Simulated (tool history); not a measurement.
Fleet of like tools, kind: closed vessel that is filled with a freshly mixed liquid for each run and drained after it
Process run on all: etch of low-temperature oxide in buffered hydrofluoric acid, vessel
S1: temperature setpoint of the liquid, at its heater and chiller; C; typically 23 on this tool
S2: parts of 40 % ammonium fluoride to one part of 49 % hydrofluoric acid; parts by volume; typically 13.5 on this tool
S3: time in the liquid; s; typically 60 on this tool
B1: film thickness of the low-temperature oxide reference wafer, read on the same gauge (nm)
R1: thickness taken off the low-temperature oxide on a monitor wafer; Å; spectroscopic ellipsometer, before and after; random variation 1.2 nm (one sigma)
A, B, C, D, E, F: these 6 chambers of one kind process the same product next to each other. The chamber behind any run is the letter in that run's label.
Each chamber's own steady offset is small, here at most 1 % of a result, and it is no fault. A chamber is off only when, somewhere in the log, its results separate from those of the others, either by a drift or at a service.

{"run": "1E", "hour": 3.1, "S1": 23, "S2": 13.5, "S3": 60, "B1": 79.963, "R1": 1541.7}
{"run": "2D", "hour": 6.8, "S1": 23, "S2": 13.5, "S3": 60, "B1": 80.002, "R1": 1534.3}
{"run": "3A", "hour": 11.1, "S1": 23, "S2": 13.5, "S3": 60, "B1": 80.021, "R1": 1525.2}
{"run": "4F", "hour": 18.0, "S1": 23, "S2": 13.5, "S3": 60, "B1": 80.009, "R1": 1510.8}
{"run": "5C", "hour": 23.0, "S1": 23, "S2": 13.5, "S3": 60, "B1": 80.022, "R1": 1536.5}
{"run": "6B", "hour": 27.7, "S1": 23, "S2": 13.5, "S3": 60, "B1": 80.007, "R1": 1544.2}
{"run": "7D", "hour": 34.3, "S1": 20, "S2": 13.5, "S3": 60, "B1": 79.967, "R1": 1297.7}
{"run": "8B", "hour": 38.3, "S1": 20, "S2": 13.5, "S3": 60, "B1": 79.984, "R1": 1301.1}
{"run": "9F", "hour": 43.9, "S1": 20, "S2": 13.5, "S3": 60, "B1": 80.014, "R1": 1290.5}
{"run": "10E", "hour": 47.6, "S1": 20, "S2": 13.5, "S3": 60, "B1": 79.972, "R1": 1312.8}
{"run": "11A", "hour": 53.7, "S1": 20, "S2": 13.5, "S3": 60, "B1": 80.042, "R1": 1296.7}
{"hour": 58.1, "done": "chamber B: thermometer replaced"}
{"run": "12C", "hour": 58.7, "S1": 20, "S2": 13.5, "S3": 60, "B1": 79.982, "R1": 1280.5}
{"run": "13F", "hour": 62.6, "S1": 23, "S2": 13.5, "S3": 60, "B1": 79.997, "R1": 1525.9}
{"run": "14D", "hour": 66.7, "S1": 25, "S2": 13.5, "S3": 60, "B1": 80.022, "R1": 1714.5}
{"run": "15B", "hour": 72.6, "S1": 25, "S2": 13.5, "S3": 60, "B1": 79.996, "R1": 1722}
{"run": "16E", "hour": 79.7, "S1": 25, "S2": 13.5, "S3": 60, "B1": 80.017, "R1": 1743.9}
{"run": "17A", "hour": 85.1, "S1": 25, "S2": 13.5, "S3": 60, "B1": 79.974, "R1": 1702.6}
{"run": "18C", "hour": 90.7, "S1": 25, "S2": 13.5, "S3": 60, "B1": 80.007, "R1": 1685.5}
{"run": "19A", "hour": 97.3, "S1": 25, "S2": 13.5, "S3": 60, "B1": 79.964, "R1": 1708.5}
{"run": "20B", "hour": 100.6, "S1": 26.5, "S2": 10, "S3": 60, "B1": 80.034, "R1": 2465.2}
{"run": "21D", "hour": 107.3, "S1": 26.5, "S2": 10, "S3": 60, "B1": 79.924, "R1": 2477.5}
{"run": "22F", "hour": 111.4, "S1": 26.5, "S2": 10, "S3": 60, "B1": 79.981, "R1": 2459.7}
{"run": "23E", "hour": 114.5, "S1": 26.5, "S2": 10, "S3": 60, "B1": 79.933, "R1": 2583}
{"run": "24C", "hour": 120.2, "S1": 26.5, "S2": 10, "S3": 60, "B1": 80.003, "R1": 2492.3}
{"run": "25C", "hour": 124.4, "S1": 26.5, "S2": 10, "S3": 60, "B1": 79.998, "R1": 2483.9}
{"run": "26E", "hour": 127.9, "S1": 23, "S2": 13.5, "S3": 60, "B1": 80.016, "R1": 1577}
{"run": "27A", "hour": 132.3, "S1": 23, "S2": 13.5, "S3": 60, "B1": 80.049, "R1": 1506.8}
{"run": "28D", "hour": 137.8, "S1": 23, "S2": 10.5, "S3": 60, "B1": 79.981, "R1": 1960.7}
{"run": "29F", "hour": 144.5, "S1": 23, "S2": 10.5, "S3": 60, "B1": 80.029, "R1": 1928.1}
{"run": "30B", "hour": 150.3, "S1": 23, "S2": 10.5, "S3": 60, "B1": 79.978, "R1": 1942}
{"run": "31F", "hour": 154.9, "S1": 23, "S2": 10.5, "S3": 60, "B1": 79.971, "R1": 1946.2}
{"run": "32E", "hour": 158.1, "S1": 23, "S2": 10.5, "S3": 60, "B1": 79.982, "R1": 2035.9}
{"run": "33A", "hour": 161.5, "S1": 23, "S2": 10.5, "S3": 60, "B1": 80.023, "R1": 1955.9}
{"run": "34C", "hour": 165.9, "S1": 23, "S2": 13.5, "S3": 60, "B1": 79.976, "R1": 1528.3}
{"run": "35B", "hour": 171.6, "S1": 23, "S2": 13.5, "S3": 60, "B1": 80.023, "R1": 1527.9}
{"run": "36D", "hour": 177.1, "S1": 23, "S2": 13.5, "S3": 60, "B1": 80.011, "R1": 1548.3}
{"run": "37B", "hour": 181.1, "S1": 23, "S2": 13.5, "S3": 60, "B1": 80.008, "R1": 1524}
{"run": "38F", "hour": 186.6, "S1": 23, "S2": 13.5, "S3": 60, "B1": 79.986, "R1": 1548.2}
{"run": "39A", "hour": 192.4, "S1": 23, "S2": 13.5, "S3": 60, "B1": 79.968, "R1": 1516.8}
{"run": "40E", "hour": 195.9, "S1": 23, "S2": 13.5, "S3": 60, "B1": 79.988, "R1": 1610.3}
{"run": "41D", "hour": 199.5, "S1": 23, "S2": 13.5, "S3": 75, "B1": 80.008, "R1": 1917.7}
{"run": "42C", "hour": 206.4, "S1": 23, "S2": 13.5, "S3": 75, "B1": 79.97, "R1": 1892.3}
{"run": "43B", "hour": 212.1, "S1": 23, "S2": 13.5, "S3": 75, "B1": 80.007, "R1": 1916.6}

Which is it: a chamber that has drifted or been left off by a service, a gauge drift common to all chambers, or only each chamber's usual small offset? If a chamber is off, name it and its likeliest cause.

It is chamber E that slowly wanders off from its peers.
Cause: hydrofluoric acid flow above the setpoint (%) = 5.78.
From this log alone, it may not be told apart from: liquid hotter than its thermometer reads (K).

Below are 4 candidate recipes for chamber E's next run, each the usual settings with a change, their results shown as question marks. Which of them brings E's results back in line with what the other chambers give on the usual settings?
A result is in line if it is within this distance of the other chambers' mean on the usual settings: R1 41 Å
{"run": "44E-1", "hour": 217.2, "S1": 23, "S2": 12.5, "S3": 60, "R1": "?"}
{"run": "44E-2", "hour": 217.2, "S1": 22.5, "S2": 13.5, "S3": 60, "R1": "?"}
{"run": "44E-3", "hour": 217.2, "S1": 23.5, "S2": 13.5, "S3": 60, "R1": "?"}
{"run": "44E-4", "hour": 217.2, "S1": 22.5, "S2": 14, "S3": 60, "R1": "?"}

What the other chambers average on the usual settings: R1 1526.8 Å
run=44E-1 R1=1764.6
run=44E-2 R1=1594.1
run=44E-3 R1=1683.2
run=44E-4 R1=1539.2
With 44E-4, the chamber falls back in line with the rest.

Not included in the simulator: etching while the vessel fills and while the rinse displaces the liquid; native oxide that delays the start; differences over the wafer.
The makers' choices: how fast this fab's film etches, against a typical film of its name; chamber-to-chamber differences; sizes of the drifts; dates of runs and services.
